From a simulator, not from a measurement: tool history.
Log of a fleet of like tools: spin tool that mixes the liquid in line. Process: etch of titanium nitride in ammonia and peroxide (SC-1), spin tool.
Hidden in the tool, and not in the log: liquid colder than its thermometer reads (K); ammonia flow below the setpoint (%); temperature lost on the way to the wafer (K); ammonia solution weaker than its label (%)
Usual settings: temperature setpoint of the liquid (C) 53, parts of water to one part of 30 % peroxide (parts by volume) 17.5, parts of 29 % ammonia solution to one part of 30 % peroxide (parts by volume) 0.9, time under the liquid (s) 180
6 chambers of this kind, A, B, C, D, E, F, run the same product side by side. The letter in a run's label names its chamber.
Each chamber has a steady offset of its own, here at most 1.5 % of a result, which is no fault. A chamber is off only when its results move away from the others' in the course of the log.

run	hour	temperature setpoint of the liquid (C)	parts of water to one part of 30 % peroxide (parts by volume)	parts of 29 % ammonia solution to one part of 30 % peroxide (parts by volume)	time under the liquid (s)	hours since the thermometer was replaced	hours since the ammonia flow meter was replaced	hours since the heated supply line was repaired	hours since the drum of ammonia solution was connected	read-back film thickness of the titanium nitride reference wafer, read on the same gauge (nm)	thickness taken off the titanium nitride on a monitor wafer (nm)
1A	12.2	53	17.5	0.9	180	1254.2	28.3	1444.4	180.9	89.971	6.7279
2B	22.7	53	17.5	0.9	180	423.3	1230	1537.9	228.9	89.989	6.7313
3E	31.2	53	17.5	0.9	180	819.2	735.4	1067	127.4	90.007	6.6882
4D	40.5	53	17.5	0.9	180	239.7	559.4	914.5	168	90	6.697
5F	52.5	53	17.5	0.9	180	1636.2	1005.1	2468.2	309.2	89.962	6.7955
6C	61.3	53	17.5	0.9	180	550.9	222.4	609.1	594.9	89.972	6.6995
7E	68.6	53	17.5	0.9	180	856.6	772.8	1104.4	164.8	89.997	6.7602
# hour 70.1: chamber E: thermometer replaced
8B	80.4	53	17.5	0.9	180	481	1287.7	1595.6	286.6	90.026	6.7643
9F	89.6	53	17.5	0.9	180	1673.3	1042.2	2505.3	346.3	90.009	6.7504
# hour 91.3: chamber B: thermometer replaced
# hour 97.9: chamber A: thermometer replaced
10C	102.9	53	17.5	0.9	180	592.5	264	650.7	636.5	90.007	6.7376
11A	109.9	53	17.5	0.9	235	12	126	1542.1	278.6	90.012	8.7237
12D	121.9	53	17.5	0.9	235	321.1	640.8	995.9	249.4	90.036	8.7545
13E	133.1	53	17.5	0.9	235	63.1	837.3	1168.9	229.3	89.98	8.7722
14F	143.3	53	17.5	0.9	235	1727	1095.9	2559	400	90.044	8.8523
15A	151.4	53	17.5	0.9	235	53.5	167.5	1583.6	320.1	89.981	8.7454
16B	159.2	53	17.5	0.9	235	68	1366.5	1674.4	365.4	89.974	8.7627
# hour 161.7: chamber E: new drum of ammonia solution connected
17D	170.6	53	17.5	0.9	180	369.8	689.5	1044.6	298.1	90.031	6.6807
# hour 173.2: chamber F: new drum of ammonia solution connected
# hour 178.2: chamber A: new drum of ammonia solution connected
18C	180.6	53	17.5	0.9	180	670.2	341.7	728.4	714.2	90.006	6.7103
19F	192.4	53	17.5	0.9	180	1776.1	1145	2608.1	19.2	90.005	6.7401
20E	206.2	47	17.5	0.9	145	136.2	910.4	1242	44.6	89.991	3.5974
# hour 206.7: chamber F: ammonia flow meter replaced
21B	215.3	47	17.5	0.9	145	124.1	1422.6	1730.5	421.5	90.045	3.5911
22D	228.5	47	17.5	0.9	145	427.7	747.4	1102.5	356	89.988	3.511
# hour 233: chamber C: thermometer replaced
23C	236.9	47	17.5	0.9	145	3.9	398	784.7	770.5	89.979	3.6044
24A	244.5	47	17.5	0.9	145	146.6	260.6	1676.7	66.4	90.038	3.5982
25C	251.2	47	17.5	0.9	145	18.2	412.3	799	784.8	89.988	3.61
# hour 253.9: chamber D: ammonia flow meter replaced
26F	262.2	53	17.5	0.9	180	1845.9	55.6	2677.9	89	89.986	6.8021
27D	269.8	53	17.5	0.9	180	469	15.9	1143.8	397.3	90.001	6.5905
# hour 274.6: chamber C: new drum of ammonia solution connected
28E	282.9	53	17.5	0.9	180	212.9	987.1	1318.7	121.3	89.989	6.708
29B	295.8	53	17.5	0.9	180	204.6	1503.1	1811	502	89.951	6.7268
30A	304.1	53	17.5	0.9	180	206.2	320.2	1736.3	126	89.968	6.8064
31F	314.1	53	17.5	0.9	180	1897.8	107.5	2729.8	140.9	90.039	6.7851
32A	322.8	53	17.5	0.55	250	224.9	338.9	1755	144.7	90.009	8.6443
33E	332	53	17.5	0.55	250	262	1036.2	1367.8	170.4	90.032	8.5621
34B	345.1	53	17.5	0.55	250	253.9	1552.4	1860.3	551.3	90.013	8.5694
35D	355.2	53	17.5	0.55	250	554.4	101.3	1229.2	482.7	90.027	8.3507
36C	363	53	17.5	0.55	250	130	524.1	910.8	88.4	89.987	8.6218
37F	373.4	53	17.5	0.55	250	1957.1	166.8	2789.1	200.2	90.018	8.6547
38A	386.7	53	17.5	0.9	180	288.8	402.8	1818.9	208.6	90.046	6.766
# hour 389.4: chamber E: new drum of ammonia solution connected
39E	397	56	17.5	0.9	225	327	1101.2	1432.8	7.6	90.024	10.271
40C	407.5	56	17.5	0.9	225	174.5	568.6	955.3	132.9	90.021	10.324
41D	418	56	17.5	0.9	225	617.2	164.1	1292	545.5	89.967	9.9798
42B	426.1	56	17.5	0.9	225	334.9	1633.4	1941.3	632.3	90.027	10.362

All 6 chambers run these settings next. Forecast each chamber's results:
43A	436.1	53	17.5	0.6	180						?
43B	436.1	53	17.5	0.6	180						?
43C	436.1	53	17.5	0.6	180						?
43D	436.1	53	17.5	0.6	180						?
43E	436.1	53	17.5	0.6	180						?
43F	436.1	53	17.5	0.6	180						?

run	thickness taken off the titanium nitride on a monitor wafer (nm)
43A	6.2794
43B	6.2318
43C	6.2368
43D	6.0563
43E	6.2635
43F	6.251
